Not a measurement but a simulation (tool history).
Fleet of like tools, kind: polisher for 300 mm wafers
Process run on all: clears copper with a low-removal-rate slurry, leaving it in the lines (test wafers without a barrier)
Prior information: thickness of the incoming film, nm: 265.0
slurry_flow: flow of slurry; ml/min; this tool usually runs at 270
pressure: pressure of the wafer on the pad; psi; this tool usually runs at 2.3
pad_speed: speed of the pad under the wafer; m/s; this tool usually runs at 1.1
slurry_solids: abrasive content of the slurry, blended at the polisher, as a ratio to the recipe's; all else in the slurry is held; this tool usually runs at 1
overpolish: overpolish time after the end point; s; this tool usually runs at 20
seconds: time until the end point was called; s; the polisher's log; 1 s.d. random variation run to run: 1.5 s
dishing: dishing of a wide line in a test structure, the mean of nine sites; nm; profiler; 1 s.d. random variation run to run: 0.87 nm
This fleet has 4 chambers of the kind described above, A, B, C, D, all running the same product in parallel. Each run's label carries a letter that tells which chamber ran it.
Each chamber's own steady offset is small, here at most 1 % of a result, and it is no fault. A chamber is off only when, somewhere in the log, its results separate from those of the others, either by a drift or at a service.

run   hour  slurry_flow  pressure  pad_speed  slurry_solids  overpolish  wafers polished on this pad  hours since the slurry nozzle was cleaned  hours since the head pressure was calibrated  hours since the slurry blender was calibrated  seconds  dishing
 1B    2.9          270       2.3        1.1              1          20                          665                                      745.5                                         617.5                                            343   105.15   35.549
 2A    6.3          270       2.3        1.1              1          20                          447                                      371.5                                           369                                              7      109   34.947
 3C    8.8          270       2.3        1.1              1          20                         1005                                      364.8                                         463.3                                          305.8   106.35   36.316
        11  -- chamber B: worn pad replaced by a new one
 4D   12.9          270       2.3        1.1              1          20                          199                                      107.9                                         202.9                                          246.6   105.51   37.222
 5D   16.9          270       2.3        1.1              1          20                          233                                      111.9                                         206.9                                          250.6   109.04   35.254
      19.8  -- chamber C: worn pad replaced by a new one
 6C   20.7          270       2.3        1.1              1          20                            7                                      376.7                                         475.2                                          317.7   105.69   34.986
      23.9  -- chamber D: slurry blender recalibrated
 7B   24.8          270       1.9        1.1              1          20                          116                                      767.4                                         639.4                                          364.9   129.75   27.961
 8A   28.9          270       1.9        1.1              1          20                          637                                      394.1                                         391.6                                           29.6   123.95   29.717
 9D   32.1          270       1.9        1.1              1          20                          360                                      127.1                                         222.1                                            8.3   130.33   30.048
        36  -- chamber C: head pressure recalibrated
10C   36.2          270       1.9        1.1              1          20                          138                                      392.2                                           0.2                                          333.2   143.89   25.458
11B   40.8          270       2.3        1.1              1          20                          250                                      783.4                                         655.4                                          380.9   107.22   35.411
12A   43.1          270       2.3        1.1              1          20                          757                                      408.3                                         405.8                                           43.8    106.8   34.959
      44.5  -- chamber C: slurry blender recalibrated
      44.6  -- chamber B: slurry nozzle cleaned
13D   47.6          270       2.3        1.1              1          26                          491                                      142.6                                         237.6                                           23.8   104.22   43.795
14A   49.9          270       2.3        1.1              1          26                          814                                      415.1                                         412.6                                           50.6   104.05   43.047
15B   52.6          270       2.3        1.1              1          26                          349                                        8.1                                         667.2                                          392.7   104.29   43.385
16C   56.1          270       2.3        1.1              1          26                          305                                      412.1                                          20.1                                           11.7   115.76   38.394
17A   59.9          270       2.3        1.1              1          20                          898                                      425.1                                         422.6                                           60.6   104.45   34.826
18D   62.9          270       2.3        1.1              1          20                          619                                      157.9                                         252.9                                           39.1    107.2   36.447
19B   65.2          270       2.3        1.1              1          20                          455                                       20.7                                         679.8                                          405.3   104.57   34.446
20C   69.4          270       2.3        1.1              1          20                          417                                      425.4                                          33.4                                             25   116.57   32.941
21B   73.7          270       2.3        1.1              1          20                          527                                       29.2                                         688.3                                          413.8   104.93   35.902
22A   77.1          270       2.3        1.1              1          20                         1043                                      442.3                                         439.8                                           77.8   107.55   35.172
23D   81.3          270       2.3        1.1              1          20                          774                                      176.3                                         271.3                                           57.5   106.91   36.791
24C   84.2          270       2.3        1.1              1          20                          541                                      440.2                                          48.2                                           39.8   118.07   31.978
      85.9  -- chamber B: slurry blender recalibrated
25B   86.5          270       2.3        1.1              1          20                          635                                         42                                         701.1                                            0.6   105.04   33.788
26C   90.3          270       2.3        1.1              1          20                          593                                      446.3                                          54.3                                           45.9   116.32    33.31
      92.5  -- chamber A: worn pad replaced by a new one
27D   95.1          270       2.3        1.1           0.75          13                          890                                      190.1                                         285.1                                           71.3    114.3   22.041
28A   99.1          270       2.3        1.1           0.75          13                           56                                      464.3                                         461.8                                           99.8   113.87    21.85
29D  103.8          270       2.3        1.1           0.75          13                          963                                      198.8                                         293.8                                             80    114.5   22.234

Does one chamber stand apart from the rest, does the shared gauge drift, or is all well apart from small per-chamber offsets? Give the chamber and the most likely cause, where there is one.

Chamber C has stood off from the others ever since a service on it.
Cause: head's pressure below its setpoint, % = 9.38.

Here are 4 candidates for chamber C's next run, each the usual settings with a change, their results left as question marks. Which one brings its results back in line with what the others give on the usual settings?
Maximum distance from the other chambers' mean on the usual settings for a result to count as in line: seconds 5.3 s; dishing 3 nm
30C-1  107.2          270       2.2       1.04              1          20                                                                                                                                                                             ?        ?
30C-2  107.2          275       2.5       1.22              1          20                                                                                                                                                                             ?        ?
30C-3  107.2          270       2.4       1.16              1          20                                                                                                                                                                             ?        ?
30C-4  107.2          265       2.1          1              1          20                                                                                                                                                                             ?        ?

What the other chambers average on the usual settings: seconds 106.36 s; dishing 35.013 nm
  run  seconds  dishing
30C-1   130.34   29.355
30C-2   97.278    38.19
30C-3   106.87    35.12
30C-4   142.44   27.058
With 30C-3, the chamber falls back in line with the rest.
